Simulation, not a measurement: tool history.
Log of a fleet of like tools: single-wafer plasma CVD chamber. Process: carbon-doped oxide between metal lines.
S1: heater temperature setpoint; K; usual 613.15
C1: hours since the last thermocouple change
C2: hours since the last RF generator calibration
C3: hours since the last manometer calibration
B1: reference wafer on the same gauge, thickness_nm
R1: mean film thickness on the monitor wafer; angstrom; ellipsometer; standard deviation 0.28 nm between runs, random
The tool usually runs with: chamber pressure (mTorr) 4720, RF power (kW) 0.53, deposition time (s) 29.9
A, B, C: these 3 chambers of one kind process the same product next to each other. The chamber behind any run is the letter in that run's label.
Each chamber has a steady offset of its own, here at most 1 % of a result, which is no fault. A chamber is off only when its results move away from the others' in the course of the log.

run 1A hour=13.1 | S1=613.15 chamber_pressure_(mTorr)=4720 RF_power_(kW)=0.53 deposition_time_(s)=29.9 | C1=1046.7 C2=1079.4 C3=840.1 | B1=141 | R1=1615.9
run 2C hour=23.4 | S1=613.15 chamber_pressure_(mTorr)=4720 RF_power_(kW)=0.53 deposition_time_(s)=29.9 | C1=1214.9 C2=2038.7 C3=907.3 | B1=141.04 | R1=1623.1
run 3B hour=33.5 | S1=613.15 chamber_pressure_(mTorr)=4720 RF_power_(kW)=0.53 deposition_time_(s)=29.9 | C1=36.2 C2=307.7 C3=117.8 | B1=141.08 | R1=1620
run 4B hour=45.5 | S1=613.15 chamber_pressure_(mTorr)=4720 RF_power_(kW)=0.53 deposition_time_(s)=29.9 | C1=48.2 C2=319.7 C3=129.8 | B1=141.08 | R1=1619.5
run 5A hour=54.9 | S1=613.15 chamber_pressure_(mTorr)=4720 RF_power_(kW)=0.53 deposition_time_(s)=29.9 | C1=1088.5 C2=1121.2 C3=881.9 | B1=141.12 | R1=1612.8
run 6C hour=64 | S1=619.15 chamber_pressure_(mTorr)=4720 RF_power_(kW)=0.53 deposition_time_(s)=29.9 | C1=1255.5 C2=2079.3 C3=947.9 | B1=141.17 | R1=1602.1
run 7C hour=74.9 | S1=619.15 chamber_pressure_(mTorr)=4720 RF_power_(kW)=0.53 deposition_time_(s)=29.9 | C1=1266.4 C2=2090.2 C3=958.8 | B1=141.14 | R1=1603.3
run 8A hour=85.2 | S1=619.15 chamber_pressure_(mTorr)=4720 RF_power_(kW)=0.53 deposition_time_(s)=29.9 | C1=1118.8 C2=1151.5 C3=912.2 | B1=141.15 | R1=1586.1
run 9B hour=95.4 | S1=613.15 chamber_pressure_(mTorr)=4720 RF_power_(kW)=0.53 deposition_time_(s)=29.9 | C1=98.1 C2=369.6 C3=179.7 | B1=141.26 | R1=1628.1
run 10C hour=107.2 | S1=613.15 chamber_pressure_(mTorr)=4720 RF_power_(kW)=0.53 deposition_time_(s)=29.9 | C1=1298.7 C2=2122.5 C3=991.1 | B1=141.24 | R1=1633.3
run 11A hour=117.6 | S1=613.15 chamber_pressure_(mTorr)=4720 RF_power_(kW)=0.53 deposition_time_(s)=29.9 | C1=1151.2 C2=1183.9 C3=944.6 | B1=141.3 | R1=1615.6
run 12B hour=124.9 | S1=613.15 chamber_pressure_(mTorr)=4720 RF_power_(kW)=0.53 deposition_time_(s)=29.9 | C1=127.6 C2=399.1 C3=209.2 | B1=141.29 | R1=1625.7
run 13B hour=132.1 | S1=613.15 chamber_pressure_(mTorr)=4720 RF_power_(kW)=0.53 deposition_time_(s)=29.9 | C1=134.8 C2=406.3 C3=216.4 | B1=141.27 | R1=1624.6
run 14A hour=146.4 | S1=613.15 chamber_pressure_(mTorr)=4720 RF_power_(kW)=0.53 deposition_time_(s)=29.9 | C1=1180 C2=1212.7 C3=973.4 | B1=141.38 | R1=1621.2
run 15C hour=154.5 | S1=613.15 chamber_pressure_(mTorr)=4720 RF_power_(kW)=0.53 deposition_time_(s)=29.9 | C1=1346 C2=2169.8 C3=1038.4 | B1=141.34 | R1=1627.1
run 16B hour=168.1 | S1=626.15 chamber_pressure_(mTorr)=4720 RF_power_(kW)=0.53 deposition_time_(s)=29.9 | C1=170.8 C2=442.3 C3=252.4 | B1=141.43 | R1=1566.4
run 17C hour=175.2 | S1=626.15 chamber_pressure_(mTorr)=4720 RF_power_(kW)=0.53 deposition_time_(s)=29.9 | C1=1366.7 C2=2190.5 C3=1059.1 | B1=141.42 | R1=1574
run 18A hour=185.5 | S1=626.15 chamber_pressure_(mTorr)=4720 RF_power_(kW)=0.53 deposition_time_(s)=29.9 | C1=1219.1 C2=1251.8 C3=1012.5 | B1=141.53 | R1=1561.4
run 19A hour=196 | S1=613.15 chamber_pressure_(mTorr)=4720 RF_power_(kW)=0.53 deposition_time_(s)=29.9 | C1=1229.6 C2=1262.3 C3=1023 | B1=141.52 | R1=1617.5
run 20C hour=209.2 | S1=613.15 chamber_pressure_(mTorr)=4720 RF_power_(kW)=0.53 deposition_time_(s)=29.9 | C1=1400.7 C2=2224.5 C3=1093.1 | B1=141.49 | R1=1632.2
run 21B hour=218.2 | S1=613.15 chamber_pressure_(mTorr)=4720 RF_power_(kW)=0.53 deposition_time_(s)=29.9 | C1=220.9 C2=492.4 C3=302.5 | B1=141.63 | R1=1626.4
run 22B hour=229.4 | S1=613.15 chamber_pressure_(mTorr)=4720 RF_power_(kW)=0.53 deposition_time_(s)=29.9 | C1=232.1 C2=503.6 C3=313.7 | B1=141.61 | R1=1625
run 23C hour=239.4 | S1=613.15 chamber_pressure_(mTorr)=4720 RF_power_(kW)=0.53 deposition_time_(s)=29.9 | C1=1430.9 C2=2254.7 C3=1123.3 | B1=141.61 | R1=1634.9
-- hour=247.6 chamber A: RF generator calibrated
run 24A hour=252 | S1=613.15 chamber_pressure_(mTorr)=4720 RF_power_(kW)=0.53 deposition_time_(s)=29.9 | C1=1285.6 C2=4.4 C3=1079 | B1=141.56 | R1=1622.6
run 25B hour=263.9 | S1=613.15 chamber_pressure_(mTorr)=4720 RF_power_(kW)=0.53 deposition_time_(s)=29.9 | C1=266.6 C2=538.1 C3=348.2 | B1=141.62 | R1=1624.8
run 26C hour=274.3 | S1=613.15 chamber_pressure_(mTorr)=4720 RF_power_(kW)=0.53 deposition_time_(s)=29.9 | C1=1465.8 C2=2289.6 C3=1158.2 | B1=141.66 | R1=1629.9
run 27A hour=289.4 | S1=613.15 chamber_pressure_(mTorr)=4720 RF_power_(kW)=0.53 deposition_time_(s)=29.9 | C1=1323 C2=41.8 C3=1116.4 | B1=141.82 | R1=1625.1
run 28B hour=298.8 | S1=613.15 chamber_pressure_(mTorr)=4720 RF_power_(kW)=0.53 deposition_time_(s)=29.9 | C1=301.5 C2=573 C3=383.1 | B1=141.79 | R1=1631.2
-- hour=305.2 chamber A: capacitance manometer re-zeroed and calibrated
run 29A hour=312.9 | S1=613.15 chamber_pressure_(mTorr)=4720 RF_power_(kW)=0.53 deposition_time_(s)=29.9 | C1=1346.5 C2=65.3 C3=7.7 | B1=141.83 | R1=1622.8
-- hour=314 chamber C: RF generator calibrated
run 30C hour=322.2 | S1=613.15 chamber_pressure_(mTorr)=4720 RF_power_(kW)=0.53 deposition_time_(s)=29.9 | C1=1513.7 C2=8.3 C3=1206.1 | B1=141.84 | R1=1635.2
run 31C hour=331.5 | S1=613.15 chamber_pressure_(mTorr)=4720 RF_power_(kW)=0.53 deposition_time_(s)=29.9 | C1=1523 C2=17.6 C3=1215.4 | B1=141.87 | R1=1634.1
run 32B hour=344.7 | S1=613.15 chamber_pressure_(mTorr)=4720 RF_power_(kW)=0.53 deposition_time_(s)=29.9 | C1=347.4 C2=618.9 C3=429 | B1=141.86 | R1=1636.6
run 33A hour=354.7 | S1=613.15 chamber_pressure_(mTorr)=4720 RF_power_(kW)=0.53 deposition_time_(s)=29.9 | C1=1388.3 C2=107.1 C3=49.5 | B1=141.91 | R1=1626.9
run 34B hour=368.8 | S1=613.15 chamber_pressure_(mTorr)=4720 RF_power_(kW)=0.53 deposition_time_(s)=29.9 | C1=371.5 C2=643 C3=453.1 | B1=141.93 | R1=1632.1
run 35C hour=380.2 | S1=613.15 chamber_pressure_(mTorr)=4720 RF_power_(kW)=0.53 deposition_time_(s)=29.9 | C1=1571.7 C2=66.3 C3=1264.1 | B1=141.98 | R1=1637.9

All chambers now run identical settings, listed one chamber a line with results as question marks. What results will each chamber show?
run 36A hour=391 | S1=613.15 chamber_pressure_(mTorr)=4720 RF_power_(kW)=0.53 deposition_time_(s)=26.4 | R1=?
run 36B hour=391 | S1=613.15 chamber_pressure_(mTorr)=4720 RF_power_(kW)=0.53 deposition_time_(s)=26.4 | R1=?
run 36C hour=391 | S1=613.15 chamber_pressure_(mTorr)=4720 RF_power_(kW)=0.53 deposition_time_(s)=26.4 | R1=?

run=36A R1=1440.4
run=36B R1=1446.7
run=36C R1=1449.3
